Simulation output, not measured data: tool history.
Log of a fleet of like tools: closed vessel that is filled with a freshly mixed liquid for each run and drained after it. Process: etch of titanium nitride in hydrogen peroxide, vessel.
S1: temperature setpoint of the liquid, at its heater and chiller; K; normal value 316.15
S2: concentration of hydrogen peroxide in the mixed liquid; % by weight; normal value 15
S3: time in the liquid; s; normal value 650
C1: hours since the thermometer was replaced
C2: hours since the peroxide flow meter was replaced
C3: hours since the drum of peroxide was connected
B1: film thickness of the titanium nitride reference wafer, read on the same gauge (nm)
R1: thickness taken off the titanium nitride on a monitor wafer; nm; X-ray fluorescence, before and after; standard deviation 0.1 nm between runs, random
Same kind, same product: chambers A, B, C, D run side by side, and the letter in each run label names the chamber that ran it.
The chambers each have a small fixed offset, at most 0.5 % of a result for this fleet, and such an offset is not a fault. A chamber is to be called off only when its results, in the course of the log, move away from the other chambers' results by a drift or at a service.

| run | day | S1 | S2 | S3 | C1 | C2 | C3 | B1 | R1 |
|---|---|---|---|---|---|---|---|---|---|
| 1A | 0.288 | 316.15 | 15 | 650 | 1208.7 | 196.6 | 916.7 | 80.001 | 20.366 |
| 2D | 0.533 | 316.15 | 15 | 650 | 765.2 | 667.8 | 56 | 80.011 | 20.35 |
| 3B | 0.942 | 316.15 | 15 | 650 | 24.1 | 516.4 | 959.3 | 79.993 | 20.406 |
| 4C | 1.179 | 316.15 | 15 | 650 | 936.2 | 382.5 | 332.3 | 79.995 | 20.04 |
| 5C | 1.438 | 316.15 | 15 | 650 | 942.4 | 388.7 | 338.5 | 80.018 | 20.091 |
|  | 1.642 | chamber B: new drum of peroxide connected |
| 6B | 1.654 | 316.15 | 15 | 650 | 41.2 | 533.5 | 0.3 | 80.014 | 20.265 |
| 7D | 1.838 | 316.15 | 15 | 650 | 796.5 | 699.1 | 87.3 | 80.017 | 20.348 |
| 8A | 2.033 | 316.15 | 15 | 650 | 1250.6 | 238.5 | 958.6 | 80.023 | 20.239 |
| 9D | 2.267 | 316.15 | 15 | 650 | 806.8 | 709.4 | 97.6 | 80.001 | 20.137 |
| 10B | 2.608 | 316.15 | 15 | 650 | 64.1 | 556.4 | 23.2 | 80.012 | 20.452 |
| 11C | 2.875 | 316.15 | 15 | 650 | 976.9 | 423.2 | 373 | 80.008 | 20.238 |
| 12A | 3.192 | 316.15 | 15 | 650 | 1278.4 | 266.3 | 986.4 | 79.994 | 20.334 |
| 13A | 3.588 | 316.15 | 15 | 650 | 1287.9 | 275.8 | 995.9 | 79.98 | 20.23 |
| 14D | 3.783 | 316.15 | 15 | 295 | 843.2 | 745.8 | 134 | 79.992 | 9.0945 |
| 15C | 4.192 | 316.15 | 15 | 295 | 1008.5 | 454.8 | 404.6 | 80.018 | 9.1307 |
| 16B | 4.425 | 316.15 | 15 | 295 | 107.7 | 600 | 66.8 | 80.011 | 9.244 |
| 17A | 4.758 | 316.15 | 15 | 295 | 1316 | 303.9 | 1024 | 80.013 | 9.1651 |
| 18D | 5.125 | 319.65 | 18 | 650 | 875.4 | 778 | 166.2 | 80.014 | 27.075 |
| 19C | 5.333 | 319.65 | 18 | 650 | 1035.9 | 482.2 | 432 | 79.989 | 27.345 |
| 20B | 5.521 | 319.65 | 18 | 650 | 134 | 626.3 | 93.1 | 79.984 | 27.603 |
| 21B | 5.767 | 319.65 | 18 | 650 | 139.9 | 632.2 | 99 | 79.987 | 27.646 |
| 22C | 6.071 | 323.15 | 13.5 | 650 | 1053.6 | 499.9 | 449.7 | 79.987 | 33.076 |
| 23D | 6.421 | 323.15 | 13.5 | 650 | 906.5 | 809.1 | 197.3 | 80.01 | 32.528 |
| 24A | 6.621 | 323.15 | 13.5 | 650 | 1360.7 | 348.6 | 1068.7 | 79.989 | 33.708 |
| 25B | 6.821 | 323.15 | 13.5 | 650 | 165.2 | 657.5 | 124.3 | 80.004 | 33.821 |
| 26A | 7.054 | 316.15 | 15 | 650 | 1371.1 | 359 | 1079.1 | 79.988 | 20.248 |
|  | 7.35 | chamber A: thermometer replaced |
| 27C | 7.379 | 320.15 | 12 | 650 | 1085 | 531.3 | 481.1 | 80.019 | 25.918 |
| 28D | 7.708 | 320.15 | 12 | 650 | 937.4 | 840 | 228.2 | 79.971 | 25.417 |
| 29C | 7.971 | 320.15 | 12 | 650 | 1099.2 | 545.5 | 495.3 | 79.994 | 26.101 |
| 30D | 8.3 | 320.15 | 12 | 650 | 951.6 | 854.2 | 242.4 | 79.99 | 25.222 |
| 31A | 8.667 | 316.15 | 15 | 650 | 31.6 | 397.7 | 1117.8 | 79.999 | 20.329 |
| 32B | 8.908 | 316.15 | 15 | 650 | 215.3 | 707.6 | 174.4 | 80.011 | 20.418 |
| 33B | 9.142 | 316.15 | 15 | 650 | 220.9 | 713.2 | 180 | 79.999 | 20.172 |
| 34D | 9.521 | 316.15 | 15 | 650 | 980.9 | 883.5 | 271.7 | 80.006 | 19.461 |
| 35A | 9.879 | 316.15 | 15 | 650 | 60.7 | 426.8 | 1146.9 | 80.011 | 20.26 |
| 36C | 10.162 | 316.15 | 15 | 650 | 1151.8 | 598.1 | 547.9 | 79.997 | 20.189 |
| 37C | 10.346 | 316.15 | 15 | 650 | 1156.2 | 602.5 | 552.3 | 80.01 | 20.156 |
| 38D | 10.671 | 316.15 | 15 | 650 | 1008.5 | 911.1 | 299.3 | 79.988 | 19.334 |
|  | 10.983 | chamber C: new drum of peroxide connected |
| 39B | 11.042 | 316.15 | 15 | 650 | 266.5 | 758.8 | 225.6 | 80.009 | 20.318 |
| 40A | 11.25 | 316.15 | 15 | 650 | 93.6 | 459.7 | 1179.8 | 80.009 | 20.34 |
| 41C | 11.5 | 316.15 | 15 | 650 | 1183.9 | 630.2 | 12.5 | 80.026 | 19.985 |
| 42B | 11.738 | 316.15 | 15 | 650 | 283.2 | 775.5 | 242.3 | 79.991 | 20.358 |
| 43D | 11.988 | 316.15 | 15 | 650 | 1040.1 | 942.7 | 330.9 | 80.022 | 19.317 |

Next, every chamber runs the same settings. What will each give?
| 44A | 12.288 | 316.15 | 15 | 650 |  |  |  |  | ? |
| 44B | 12.288 | 316.15 | 15 | 650 |  |  |  |  | ? |
| 44C | 12.288 | 316.15 | 15 | 650 |  |  |  |  | ? |
| 44D | 12.288 | 316.15 | 15 | 650 |  |  |  |  | ? |

| run | R1 |
|---|---|
| 44A | 20.287 |
| 44B | 20.314 |
| 44C | 20.231 |
| 44D | 19.163 |
